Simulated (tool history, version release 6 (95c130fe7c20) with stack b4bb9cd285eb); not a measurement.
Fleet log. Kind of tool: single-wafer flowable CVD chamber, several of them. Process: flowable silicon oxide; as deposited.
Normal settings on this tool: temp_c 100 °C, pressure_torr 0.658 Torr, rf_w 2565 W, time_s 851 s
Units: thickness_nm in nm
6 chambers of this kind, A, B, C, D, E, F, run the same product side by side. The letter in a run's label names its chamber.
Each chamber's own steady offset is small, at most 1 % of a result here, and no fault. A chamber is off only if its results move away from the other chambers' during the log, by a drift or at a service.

| run | day | temp_c | pressure_torr | rf_w | time_s | hours since the last thermocouple change | hours since the last RF generator calibration | hours since the last manometer calibration | read-back reference wafer on the same gauge, thickness_nm | thickness_nm |
|---|---|---|---|---|---|---|---|---|---|---|
| 1A | 0.388 | 100 | 0.658 | 2565 | 851 | 1205.4 | 1096.2 | 409.6 | 453.03 | 418.36 |
| 2C | 0.917 | 100 | 0.658 | 2565 | 851 | 1083.9 | 844.7 | 1238.5 | 453.2 | 416.33 |
| 3F | 1.238 | 100 | 0.658 | 2565 | 851 | 1440.1 | 1996 | 182.4 | 453.27 | 414.45 |
| 4E | 1.758 | 100 | 0.658 | 2565 | 851 | 955.6 | 500.2 | 1618.6 | 452.99 | 415.92 |
| 5B | 2.179 | 100 | 0.658 | 2565 | 851 | 336 | 266.2 | 717.2 | 452.97 | 417.99 |
| 6D | 2.696 | 100 | 0.658 | 2565 | 851 | 864.8 | 1148.8 | 1300.5 | 453.13 | 413.88 |
| 7D | 3.042 | 86 | 0.658 | 2565 | 968 | 873.1 | 1157.1 | 1308.8 | 453.03 | 738.36 |
| 8F | 3.554 | 86 | 0.658 | 2565 | 968 | 1495.7 | 2051.6 | 238 | 453.19 | 741.36 |
|  | 3.921 | chamber F: thermocouple changed; heater temperature recalibrated |
| 9A | 4.167 | 86 | 0.658 | 2565 | 968 | 1296.1 | 1186.9 | 500.3 | 453 | 744.28 |
| 10B | 4.483 | 86 | 0.658 | 2565 | 968 | 391.3 | 321.5 | 772.5 | 452.99 | 738.92 |
| 11C | 4.875 | 86 | 0.658 | 2565 | 968 | 1178.9 | 939.7 | 1333.5 | 453.02 | 738.52 |
| 12E | 5.417 | 86 | 0.658 | 2565 | 968 | 1043.4 | 588 | 1706.4 | 453.18 | 742.73 |
| 13C | 5.779 | 100 | 0.658 | 2565 | 851 | 1200.6 | 961.4 | 1355.2 | 452.75 | 415.79 |
| 14A | 6.312 | 100 | 0.658 | 2565 | 851 | 1347.6 | 1238.4 | 551.8 | 452.93 | 418.49 |
| 15B | 6.921 | 100 | 0.658 | 2565 | 851 | 449.8 | 380 | 831 | 453.14 | 417.06 |
| 16F | 7.375 | 100 | 0.658 | 2410 | 1015 | 82.9 | 2143.3 | 329.7 | 453.02 | 490.3 |
| 17D | 7.821 | 100 | 0.658 | 2410 | 1015 | 987.8 | 1271.8 | 1423.5 | 452.82 | 493.53 |
| 18E | 8.154 | 100 | 0.658 | 2410 | 1015 | 1109.1 | 653.7 | 1772.1 | 453.07 | 492.02 |
|  | 8.425 | chamber F: RF generator calibrated |
| 19D | 8.6 | 100 | 0.658 | 2410 | 1015 | 1006.5 | 1290.5 | 1442.2 | 452.74 | 493.33 |
| 20B | 9.188 | 100 | 0.658 | 2410 | 1015 | 504.2 | 434.4 | 885.4 | 452.84 | 493.26 |
| 21F | 9.521 | 100 | 0.658 | 2410 | 1015 | 134.4 | 26.3 | 381.2 | 453.08 | 489.15 |
| 22C | 10.05 | 100 | 0.658 | 2565 | 851 | 1303.1 | 1063.9 | 1457.7 | 452.73 | 414.47 |
|  | 10.3 | chamber A: RF generator calibrated |
| 23A | 10.383 | 100 | 0.658 | 2565 | 851 | 1445.3 | 2.1 | 649.5 | 452.84 | 417.25 |
| 24E | 10.858 | 100 | 0.658 | 2565 | 851 | 1174 | 718.6 | 1837 | 452.74 | 415.92 |
| 25F | 11.292 | 100 | 0.658 | 2565 | 851 | 176.9 | 68.8 | 423.7 | 453.1 | 414.37 |
| 26B | 11.562 | 100 | 0.658 | 2100 | 943 | 561.2 | 491.4 | 942.4 | 452.97 | 446.46 |
| 27E | 11.862 | 100 | 0.658 | 2100 | 943 | 1198.1 | 742.7 | 1861.1 | 453.05 | 445.79 |
|  | 12.05 | chamber D: RF generator calibrated |
| 28C | 12.379 | 100 | 0.658 | 2100 | 943 | 1359 | 1119.8 | 1513.6 | 453.03 | 446.72 |
| 29A | 12.896 | 100 | 0.658 | 2100 | 943 | 1505.6 | 62.4 | 709.8 | 452.94 | 450.26 |
| 30D | 13.417 | 100 | 0.658 | 2100 | 943 | 1122.1 | 32.9 | 1557.8 | 453.09 | 452.92 |
| 31B | 13.938 | 100 | 0.658 | 2100 | 943 | 618.2 | 548.4 | 999.4 | 453.1 | 447.48 |
| 32C | 14.567 | 100 | 0.658 | 2565 | 851 | 1411.5 | 1172.3 | 1566.1 | 453.14 | 416.04 |
| 33A | 15.162 | 100 | 0.658 | 2565 | 851 | 1560 | 116.8 | 764.2 | 452.89 | 418.56 |
| 34D | 15.621 | 100 | 0.658 | 2565 | 686 | 1175 | 85.8 | 1610.7 | 453.16 | 340.62 |
| 35F | 16.229 | 100 | 0.658 | 2565 | 686 | 295.4 | 187.3 | 542.2 | 453 | 333.97 |
| 36E | 16.588 | 100 | 0.658 | 2565 | 686 | 1311.5 | 856.1 | 1974.5 | 453.11 | 336.92 |
| 37B | 16.958 | 100 | 0.658 | 2565 | 686 | 690.7 | 620.9 | 1071.9 | 453.09 | 337.78 |
|  | 17.338 | chamber E: thermocouple changed; heater temperature recalibrated |
| 38E | 17.583 | 100 | 0.658 | 2565 | 686 | 6 | 880 | 1998.4 | 452.64 | 336.14 |
| 39A | 17.908 | 100 | 0.658 | 2565 | 686 | 1625.9 | 182.7 | 830.1 | 453.05 | 338.39 |
| 40F | 18.188 | 100 | 0.658 | 2565 | 851 | 342.4 | 234.3 | 589.2 | 453.19 | 415.38 |
| 41D | 18.617 | 100 | 0.658 | 2565 | 851 | 1246.9 | 157.7 | 1682.6 | 452.91 | 424.2 |
| 42C | 19.058 | 100 | 0.658 | 2565 | 851 | 1519.3 | 1280.1 | 1673.9 | 452.78 | 416 |
| 43F | 19.404 | 100 | 0.658 | 2565 | 851 | 371.6 | 263.5 | 618.4 | 452.9 | 415.21 |
| 44B | 19.833 | 100 | 0.658 | 2565 | 851 | 759.7 | 689.9 | 1140.9 | 453.21 | 418.51 |

Each of the 6 chambers runs these same settings next. Fill in every chamber's results:
| 45A | 20.288 | 100 | 0.658 | 2565 | 851 |  |  |  |  | ? |
| 45B | 20.288 | 100 | 0.658 | 2565 | 851 |  |  |  |  | ? |
| 45C | 20.288 | 100 | 0.658 | 2565 | 851 |  |  |  |  | ? |
| 45D | 20.288 | 100 | 0.658 | 2565 | 851 |  |  |  |  | ? |
| 45E | 20.288 | 100 | 0.658 | 2565 | 851 |  |  |  |  | ? |
| 45F | 20.288 | 100 | 0.658 | 2565 | 851 |  |  |  |  | ? |

| run | thickness_nm |
|---|---|
| 45A | 418.23 |
| 45B | 418.87 |
| 45C | 415.55 |
| 45D | 424.13 |
| 45E | 416.56 |
| 45F | 415.73 |
